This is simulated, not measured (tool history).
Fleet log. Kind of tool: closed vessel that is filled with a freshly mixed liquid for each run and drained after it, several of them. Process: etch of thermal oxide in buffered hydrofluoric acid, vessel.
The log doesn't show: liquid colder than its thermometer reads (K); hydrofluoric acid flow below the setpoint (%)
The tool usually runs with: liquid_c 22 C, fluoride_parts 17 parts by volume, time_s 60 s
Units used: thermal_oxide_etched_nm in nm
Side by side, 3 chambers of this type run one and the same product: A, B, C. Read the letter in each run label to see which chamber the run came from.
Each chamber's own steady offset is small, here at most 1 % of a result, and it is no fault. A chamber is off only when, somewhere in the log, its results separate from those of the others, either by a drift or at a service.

run	hour	liquid_c	fluoride_parts	time_s	hours since the thermometer was replaced	hours since the hydrofluoric acid flow meter was replaced	read-back film thickness of the thermal oxide reference wafer, read on the same gauge (nm)	thermal_oxide_etched_nm
1C	13.1	22	17	60	1685.8	684.5	139.99	38.908
2B	28.7	22	17	60	1209.8	286.2	140.01	38.779
3A	38.8	22	17	60	744.9	471.6	140.02	38.434
4C	47	22	17	60	1719.7	718.4	140	38.446
5B	57	22	17	60	1238.1	314.5	140.01	38.849
6A	67.6	22	17	60	773.7	500.4	140.01	38.292
7A	75.6	22	17	60	781.7	508.4	140.01	38.531
8B	86.5	22	17	60	1267.6	344	139.98	38.465
9C	97	22	17	60	1769.7	768.4	140	38.646
10C	109.5	22	17	60	1782.2	780.9	139.99	38.098
11A	121.6	22	17	60	827.7	554.4	140	38.944
12B	136.6	22	17	60	1317.7	394.1	140	38.325
13C	144.2	22	17	60	1816.9	815.6	139.99	38.335
14A	157.3	22	17	75	863.4	590.1	140.01	48.79
15B	171.2	22	17	75	1352.3	428.7	140	47.947
16A	184.8	22	17	75	890.9	617.6	140	48.507
17B	196.8	19.5	17	60	1377.9	454.3	140.02	33.346
18C	207.4	19.5	17	60	1880.1	878.8	140.02	33.248
19A	215.7	19.5	17	60	921.8	648.5	139.98	33.491
20C	230.5	22	17	60	1903.2	901.9	140.01	38.309
21B	243.2	22	17	60	1424.3	500.7	140.01	37.778
22C	258.7	22	17	60	1931.4	930.1	139.97	38.437
# hour 260.4: chamber C: hydrofluoric acid flow meter replaced
23A	266.4	19	17	60	972.5	699.2	140.01	32.32
24B	275.3	19	17	60	1456.4	532.8	139.99	31.739
25C	289.3	19	17	60	1962	29	140	32.775
26A	301.4	22	17	35	1007.5	734.2	139.99	22.007
27B	312.8	22	17	35	1493.9	570.3	139.99	21.59
28A	327.5	22	17	35	1033.6	760.3	140.02	22.322
29C	336.2	22	17	60	2008.9	75.9	139.99	38.588
30B	343	22	17	60	1524.1	600.5	140.02	36.739
31B	352.9	22	17	60	1534	610.4	139.99	37.092
32C	366.5	22	17	60	2039.2	106.2	140.02	38.746
33A	376.4	22	13.5	60	1082.5	809.2	139.99	48.224
34A	392	22	13.5	60	1098.1	824.8	139.99	48.703
35C	401.3	22	13.5	60	2074	141	140	48.175
36B	411.1	22	17	60	1592.2	668.6	140.01	36.446
37B	426.2	22	17	60	1607.3	683.7	140.01	36.358
38A	435.8	22	17	60	1141.9	868.6	140.01	38.345
39C	447.5	22	17	60	2120.2	187.2	140.01	38.67
# hour 457.1: chamber A: hydrofluoric acid flow meter replaced
40C	457.7	22	17	60	2130.4	197.4	139.99	38.636
41B	472.9	22	17	60	1654	730.4	140	35.587
42A	482	22	17	60	1188.1	25	140	38.301

For the next run the whole fleet of 3 chambers uses the same settings. Give each chamber's results:
43A	493.3	22	17	60				?
43B	493.3	22	17	60				?
43C	493.3	22	17	60				?

run	thermal_oxide_etched_nm
43A	38.359
43B	35.966
43C	38.485

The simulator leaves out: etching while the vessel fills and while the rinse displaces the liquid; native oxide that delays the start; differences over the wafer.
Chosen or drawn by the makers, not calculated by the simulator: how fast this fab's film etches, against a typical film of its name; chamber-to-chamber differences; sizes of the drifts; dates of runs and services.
